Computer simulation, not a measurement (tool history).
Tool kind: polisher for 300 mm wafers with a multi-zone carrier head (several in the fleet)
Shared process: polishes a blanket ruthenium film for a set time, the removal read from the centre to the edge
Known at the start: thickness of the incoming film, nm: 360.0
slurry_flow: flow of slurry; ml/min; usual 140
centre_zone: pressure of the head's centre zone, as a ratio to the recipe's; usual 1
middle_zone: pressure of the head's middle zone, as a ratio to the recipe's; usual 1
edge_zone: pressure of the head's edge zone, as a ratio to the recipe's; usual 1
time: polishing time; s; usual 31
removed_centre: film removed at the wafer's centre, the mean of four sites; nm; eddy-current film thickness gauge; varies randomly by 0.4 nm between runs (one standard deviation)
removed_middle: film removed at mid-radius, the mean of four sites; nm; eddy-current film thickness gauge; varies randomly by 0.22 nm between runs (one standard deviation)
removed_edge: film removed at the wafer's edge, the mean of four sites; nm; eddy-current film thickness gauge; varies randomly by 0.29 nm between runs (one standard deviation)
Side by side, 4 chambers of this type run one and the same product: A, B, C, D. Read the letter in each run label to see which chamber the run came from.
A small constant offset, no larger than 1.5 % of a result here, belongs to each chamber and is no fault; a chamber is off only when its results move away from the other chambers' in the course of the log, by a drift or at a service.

{"run": "1A", "day": 0.217, "slurry_flow": 140, "centre_zone": 1, "middle_zone": 1, "edge_zone": 1, "time": 31, "removed_centre": 29.347, "removed_middle": 29.404, "removed_edge": 29.054}
{"run": "2C", "day": 0.492, "slurry_flow": 140, "centre_zone": 1, "middle_zone": 1, "edge_zone": 1, "time": 31, "removed_centre": 28.982, "removed_middle": 29.722, "removed_edge": 28.589}
{"run": "3B", "day": 0.829, "slurry_flow": 140, "centre_zone": 1, "middle_zone": 1, "edge_zone": 1, "time": 31, "removed_centre": 29.1, "removed_middle": 29.349, "removed_edge": 29.713}
{"run": "4D", "day": 1.071, "slurry_flow": 140, "centre_zone": 1, "middle_zone": 1, "edge_zone": 1, "time": 31, "removed_centre": 29.913, "removed_middle": 29.624, "removed_edge": 29.287}
{"run": "5B", "day": 1.296, "slurry_flow": 140, "centre_zone": 1, "middle_zone": 1, "edge_zone": 1, "time": 31, "removed_centre": 29.688, "removed_middle": 29.49, "removed_edge": 29.518}
{"day": 1.367, "done": "chamber D: worn pad replaced by a new one"}
{"day": 1.454, "done": "chamber B: worn pad replaced by a new one"}
{"day": 1.596, "done": "chamber A: worn pad replaced by a new one"}
{"run": "6C", "day": 1.608, "slurry_flow": 140, "centre_zone": 1, "middle_zone": 1, "edge_zone": 1, "time": 31, "removed_centre": 29.211, "removed_middle": 29.639, "removed_edge": 29.276}
{"run": "7D", "day": 1.758, "slurry_flow": 140, "centre_zone": 1, "middle_zone": 1, "edge_zone": 1, "time": 31, "removed_centre": 29.872, "removed_middle": 29.992, "removed_edge": 30.06}
{"day": 1.792, "done": "chamber C: worn pad replaced by a new one"}
{"run": "8A", "day": 2.017, "slurry_flow": 140, "centre_zone": 1, "middle_zone": 1, "edge_zone": 1, "time": 31, "removed_centre": 29.076, "removed_middle": 29.12, "removed_edge": 28.823}
{"run": "9A", "day": 2.167, "slurry_flow": 140, "centre_zone": 0.93, "middle_zone": 1, "edge_zone": 1, "time": 31, "removed_centre": 27.287, "removed_middle": 29.344, "removed_edge": 29.315}
{"run": "10D", "day": 2.333, "slurry_flow": 140, "centre_zone": 0.93, "middle_zone": 1, "edge_zone": 1, "time": 31, "removed_centre": 27.978, "removed_middle": 29.688, "removed_edge": 29.917}
{"run": "11C", "day": 2.558, "slurry_flow": 140, "centre_zone": 0.93, "middle_zone": 1, "edge_zone": 1, "time": 31, "removed_centre": 27.691, "removed_middle": 30.172, "removed_edge": 29.525}
{"run": "12B", "day": 2.871, "slurry_flow": 140, "centre_zone": 0.93, "middle_zone": 1, "edge_zone": 1, "time": 31, "removed_centre": 26.478, "removed_middle": 29.167, "removed_edge": 28.917}
{"run": "13B", "day": 3.079, "slurry_flow": 140, "centre_zone": 1, "middle_zone": 1, "edge_zone": 1, "time": 31, "removed_centre": 29.999, "removed_middle": 29.664, "removed_edge": 29.199}
{"run": "14A", "day": 3.367, "slurry_flow": 140, "centre_zone": 1, "middle_zone": 1, "edge_zone": 1, "time": 31, "removed_centre": 28.823, "removed_middle": 29.103, "removed_edge": 28.447}
{"run": "15C", "day": 3.525, "slurry_flow": 140, "centre_zone": 1, "middle_zone": 1, "edge_zone": 1, "time": 31, "removed_centre": 29.659, "removed_middle": 29.959, "removed_edge": 28.818}
{"run": "16D", "day": 3.758, "slurry_flow": 140, "centre_zone": 1, "middle_zone": 1, "edge_zone": 1, "time": 31, "removed_centre": 29.368, "removed_middle": 30.12, "removed_edge": 29.185}
{"run": "17A", "day": 3.908, "slurry_flow": 140, "centre_zone": 1, "middle_zone": 1, "edge_zone": 1, "time": 31, "removed_centre": 28.924, "removed_middle": 28.845, "removed_edge": 28.415}
{"day": 4.029, "done": "chamber C: slurry nozzle cleaned"}
{"run": "18D", "day": 4.079, "slurry_flow": 140, "centre_zone": 1.06, "middle_zone": 0.93, "edge_zone": 1, "time": 31, "removed_centre": 32.282, "removed_middle": 27.711, "removed_edge": 29.328}
{"day": 4.233, "done": "chamber B: edge zone pressure recalibrated"}
{"run": "19C", "day": 4.392, "slurry_flow": 140, "centre_zone": 1.06, "middle_zone": 0.93, "edge_zone": 1, "time": 31, "removed_centre": 30.984, "removed_middle": 27.682, "removed_edge": 28.602}
{"day": 4.642, "done": "chamber B: worn pad replaced by a new one"}
{"run": "20B", "day": 4.708, "slurry_flow": 140, "centre_zone": 1.06, "middle_zone": 0.93, "edge_zone": 1, "time": 31, "removed_centre": 30.864, "removed_middle": 27.541, "removed_edge": 29.493}
{"run": "21A", "day": 4.875, "slurry_flow": 140, "centre_zone": 1.06, "middle_zone": 0.93, "edge_zone": 1, "time": 31, "removed_centre": 29.229, "removed_middle": 26.678, "removed_edge": 28.581}
{"day": 4.954, "done": "chamber D: worn pad replaced by a new one"}
{"run": "22C", "day": 5.217, "slurry_flow": 140, "centre_zone": 1, "middle_zone": 1, "edge_zone": 1, "time": 31, "removed_centre": 30.06, "removed_middle": 29.376, "removed_edge": 29.475}
{"run": "23B", "day": 5.383, "slurry_flow": 140, "centre_zone": 1, "middle_zone": 1, "edge_zone": 1, "time": 31, "removed_centre": 29.126, "removed_middle": 29.535, "removed_edge": 29.694}
{"run": "24D", "day": 5.533, "slurry_flow": 140, "centre_zone": 1, "middle_zone": 1, "edge_zone": 1, "time": 31, "removed_centre": 30.116, "removed_middle": 29.461, "removed_edge": 29.432}
{"day": 5.542, "done": "chamber C: worn pad replaced by a new one"}
{"day": 5.658, "done": "chamber D: slurry nozzle cleaned"}
{"run": "25D", "day": 5.725, "slurry_flow": 140, "centre_zone": 1, "middle_zone": 1, "edge_zone": 1, "time": 31, "removed_centre": 29.657, "removed_middle": 30.05, "removed_edge": 29.594}
{"day": 5.854, "done": "chamber A: worn pad replaced by a new one"}
{"run": "26A", "day": 6.042, "slurry_flow": 140, "centre_zone": 1, "middle_zone": 1, "edge_zone": 1, "time": 31, "removed_centre": 27.48, "removed_middle": 27.779, "removed_edge": 28.467}
{"run": "27C", "day": 6.271, "slurry_flow": 140, "centre_zone": 1, "middle_zone": 1, "edge_zone": 1, "time": 31, "removed_centre": 29.452, "removed_middle": 29.274, "removed_edge": 29.525}
{"run": "28B", "day": 6.475, "slurry_flow": 140, "centre_zone": 1, "middle_zone": 1, "edge_zone": 1, "time": 31, "removed_centre": 29.474, "removed_middle": 29.637, "removed_edge": 29.348}
{"run": "29C", "day": 6.775, "slurry_flow": 140, "centre_zone": 1, "middle_zone": 1, "edge_zone": 1, "time": 31, "removed_centre": 30.409, "removed_middle": 29.477, "removed_edge": 29.455}
{"run": "30D", "day": 6.929, "slurry_flow": 140, "centre_zone": 1, "middle_zone": 1, "edge_zone": 1, "time": 31, "removed_centre": 29.601, "removed_middle": 30.068, "removed_edge": 29.905}
{"run": "31A", "day": 7.112, "slurry_flow": 140, "centre_zone": 1, "middle_zone": 1, "edge_zone": 1, "time": 31, "removed_centre": 27.318, "removed_middle": 27.323, "removed_edge": 27.676}
{"run": "32B", "day": 7.388, "slurry_flow": 140, "centre_zone": 1, "middle_zone": 1, "edge_zone": 1, "time": 31, "removed_centre": 29.441, "removed_middle": 29.377, "removed_edge": 28.981}

All 4 chambers run these settings next. Forecast each chamber's results:
{"run": "33A", "day": 7.638, "slurry_flow": 140, "centre_zone": 1, "middle_zone": 1, "edge_zone": 1, "time": 31, "removed_centre": "?", "removed_middle": "?", "removed_edge": "?"}
{"run": "33B", "day": 7.638, "slurry_flow": 140, "centre_zone": 1, "middle_zone": 1, "edge_zone": 1, "time": 31, "removed_centre": "?", "removed_middle": "?", "removed_edge": "?"}
{"run": "33C", "day": 7.638, "slurry_flow": 140, "centre_zone": 1, "middle_zone": 1, "edge_zone": 1, "time": 31, "removed_centre": "?", "removed_middle": "?", "removed_edge": "?"}
{"run": "33D", "day": 7.638, "slurry_flow": 140, "centre_zone": 1, "middle_zone": 1, "edge_zone": 1, "time": 31, "removed_centre": "?", "removed_middle": "?", "removed_edge": "?"}

run=33A removed_centre=26.768 removed_middle=26.735 removed_edge=27.924
run=33B removed_centre=29.423 removed_middle=28.97 removed_edge=29.497
run=33C removed_centre=29.497 removed_middle=29.476 removed_edge=29.176
run=33D removed_centre=29.307 removed_middle=30.175 removed_edge=29.459

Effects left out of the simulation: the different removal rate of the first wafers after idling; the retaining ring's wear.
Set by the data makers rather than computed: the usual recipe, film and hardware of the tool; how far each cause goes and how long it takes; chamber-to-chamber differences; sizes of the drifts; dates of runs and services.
